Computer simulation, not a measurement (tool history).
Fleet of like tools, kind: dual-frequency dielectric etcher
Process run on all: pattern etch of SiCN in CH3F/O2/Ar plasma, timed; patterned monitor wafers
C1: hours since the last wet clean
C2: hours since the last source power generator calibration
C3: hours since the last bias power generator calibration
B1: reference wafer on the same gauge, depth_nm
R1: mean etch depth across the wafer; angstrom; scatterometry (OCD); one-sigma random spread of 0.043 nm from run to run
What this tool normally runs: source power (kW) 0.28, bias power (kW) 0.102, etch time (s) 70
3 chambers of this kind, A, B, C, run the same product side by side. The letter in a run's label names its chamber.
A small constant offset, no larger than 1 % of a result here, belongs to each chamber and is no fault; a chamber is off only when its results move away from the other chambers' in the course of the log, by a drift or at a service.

Run 1C, hour 6.4: usual settings; C1 352; C2 3194.3; C3 1731.2; B1 25.915. Result: R1 258.85 angstrom.
Run 2B, hour 13.6: usual settings; C1 150.4; C2 1551.8; C3 2320; B1 25.926. Result: R1 262.97 angstrom.
Run 3A, hour 20.9: usual settings; C1 518.4; C2 2741.3; C3 1405.4; B1 25.918. Result: R1 262.25 angstrom.
Run 4A, hour 25.3: usual settings; C1 522.8; C2 2745.7; C3 1409.8; B1 25.94. Result: R1 262.96 angstrom.
Run 5C, hour 31.3: usual settings; C1 376.9; C2 3219.2; C3 1756.1; B1 25.947. Result: R1 259.49 angstrom.
Run 6B, hour 36.4: usual settings; C1 173.2; C2 1574.6; C3 2342.8; B1 25.926. Result: R1 263.44 angstrom.
Run 7A, hour 40.6: usual settings; C1 538.1; C2 2761; C3 1425.1; B1 25.947. Result: R1 263.69 angstrom.
Run 8C, hour 45.4: usual settings; C1 391; C2 3233.3; C3 1770.2; B1 25.95. Result: R1 258.89 angstrom.
Run 9B, hour 50.4: usual settings; C1 187.2; C2 1588.6; C3 2356.8; B1 25.955. Result: R1 263.51 angstrom.
At hour 54.2: chamber C: source power generator calibrated.
Run 10A, hour 54.9: usual settings but source power (kW) 0.33; C1 552.4; C2 2775.3; C3 1439.4; B1 25.957. Result: R1 278.93 angstrom.
At hour 59: chamber B: source power generator calibrated.
Run 11C, hour 60.2: usual settings but source power (kW) 0.33; C1 405.8; C2 6.1; C3 1785; B1 25.96. Result: R1 276.01 angstrom.
Run 12B, hour 65.8: usual settings but source power (kW) 0.33; C1 202.6; C2 6.8; C3 2372.2; B1 25.966. Result: R1 279.28 angstrom.
Run 13B, hour 71.2: usual settings; C1 208; C2 12.2; C3 2377.6; B1 25.968. Result: R1 263.83 angstrom.
Run 14C, hour 78.2: usual settings; C1 423.8; C2 24.1; C3 1803; B1 25.983. Result: R1 259.9 angstrom.
Run 15A, hour 82.1: usual settings; C1 579.6; C2 2802.5; C3 1466.6; B1 25.98. Result: R1 262.6 angstrom.
Run 16C, hour 87.7: usual settings; C1 433.3; C2 33.6; C3 1812.5; B1 25.986. Result: R1 260.86 angstrom.
Run 17B, hour 93: usual settings; C1 229.8; C2 34; C3 2399.4; B1 25.983. Result: R1 263.42 angstrom.
Run 18A, hour 98.5: usual settings; C1 596; C2 2818.9; C3 1483; B1 25.994. Result: R1 263.5 angstrom.
Run 19A, hour 105.5: usual settings but bias power (kW) 0.113; C1 603; C2 2825.9; C3 1490; B1 26.019. Result: R1 273.48 angstrom.
Run 20C, hour 109.8: usual settings but bias power (kW) 0.113; C1 455.4; C2 55.7; C3 1834.6; B1 26.008. Result: R1 270.8 angstrom.
Run 21B, hour 115.9: usual settings but bias power (kW) 0.113; C1 252.7; C2 56.9; C3 2422.3; B1 26.016. Result: R1 275.52 angstrom.
Run 22B, hour 120.6: usual settings; C1 257.4; C2 61.6; C3 2427; B1 26.023. Result: R1 264 angstrom.
Run 23A, hour 127.2: usual settings; C1 624.7; C2 2847.6; C3 1511.7; B1 26.025. Result: R1 263.92 angstrom.
Run 24C, hour 131.2: usual settings; C1 476.8; C2 77.1; C3 1856; B1 26.039. Result: R1 261.18 angstrom.
Run 25B, hour 136.6: usual settings; C1 273.4; C2 77.6; C3 2443; B1 26.03. Result: R1 264.53 angstrom.
Run 26A, hour 143.6: usual settings but source power (kW) 0.3; C1 641.1; C2 2864; C3 1528.1; B1 26.029. Result: R1 270.62 angstrom.
Run 27C, hour 149.2: usual settings but source power (kW) 0.3; C1 494.8; C2 95.1; C3 1874; B1 26.037. Result: R1 266.81 angstrom.
Run 28B, hour 153.4: usual settings but source power (kW) 0.3; C1 290.2; C2 94.4; C3 2459.8; B1 26.057. Result: R1 271.1 angstrom.
Run 29A, hour 156.8: usual settings; C1 654.3; C2 2877.2; C3 1541.3; B1 26.054. Result: R1 263.43 angstrom.
Run 30C, hour 162: usual settings; C1 507.6; C2 107.9; C3 1886.8; B1 26.064. Result: R1 261.35 angstrom.
At hour 166.3: chamber A: wet clean of the chamber.
Run 31B, hour 166.5: usual settings; C1 303.3; C2 107.5; C3 2472.9; B1 26.072. Result: R1 264.85 angstrom.
Run 32A, hour 170.4: usual settings; C1 4.2; C2 2890.8; C3 1554.9; B1 26.068. Result: R1 264.12 angstrom.

Is one chamber out of step, is the gauge drifting, or do the chambers differ by no more than their own small offsets? For an off chamber, give its letter and the likeliest cause.

Every chamber seems to shift together because the gauge that measures them all drifts; the chambers themselves are fine.
Cause: gauge reads high (%) = 0.682.
